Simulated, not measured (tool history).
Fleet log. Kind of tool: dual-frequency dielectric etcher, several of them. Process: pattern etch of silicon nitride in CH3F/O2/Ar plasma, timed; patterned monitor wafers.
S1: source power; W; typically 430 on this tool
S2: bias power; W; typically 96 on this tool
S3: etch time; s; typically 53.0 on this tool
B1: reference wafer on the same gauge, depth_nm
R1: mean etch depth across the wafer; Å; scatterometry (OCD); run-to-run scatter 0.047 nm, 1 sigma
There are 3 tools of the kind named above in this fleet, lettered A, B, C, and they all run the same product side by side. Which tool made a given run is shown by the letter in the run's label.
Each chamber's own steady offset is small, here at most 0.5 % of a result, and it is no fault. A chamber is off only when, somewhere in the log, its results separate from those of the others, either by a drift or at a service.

run	hour	S1	S2	S3	B1	R1
1C	10.7	430	96	53.0	46.879	422.93
2A	16.5	430	96	53.0	46.883	421.18
3B	24.7	430	96	53.0	46.885	423.05
4B	34.2	430	96	53.0	46.866	424.21
5C	45.9	430	96	53.0	46.857	421.14
6A	52.7	430	108	61.5	46.863	509.32
7B	63.5	430	108	61.5	46.844	513.81
8A	75.2	430	108	61.5	46.844	509.61
9C	82.8	430	96	53.0	46.821	422.39
10B	93.9	430	75	37.5	46.815	274.17
11A	103.8	430	75	37.5	46.814	272.84
12C	114.5	430	75	37.5	46.811	273.37
13A	124.2	430	96	53.0	46.783	420.17
14B	132.0	430	96	53.0	46.798	423.13
15C	142.6	430	96	53.0	46.759	421.06
16A	153.4	430	117	53.0	46.778	452.47
17B	164.1	430	117	53.0	46.766	455.24
18C	171.9	430	117	53.0	46.730	453.47
19B	180.9	430	96	53.0	46.731	422.14
20A	191.8	430	96	53.0	46.737	419.68
21C	201.4	430	96	53.0	46.731	420.62
22B	208.7	430	96	53.0	46.735	421.75
23A	215.9	430	96	53.0	46.717	419.37
24C	226.4	430	96	53.0	46.718	420.98
25A	236.8	430	96	53.0	46.694	419.53
26B	242.4	430	105	53.0	46.679	436.54

All 3 chambers run these settings next. Forecast each chamber's results:
27A	251.3	430	96	60.5		?
27B	251.3	430	96	60.5		?
27C	251.3	430	96	60.5		?

run	R1
27A	479.27
27B	482.34
27C	479.96
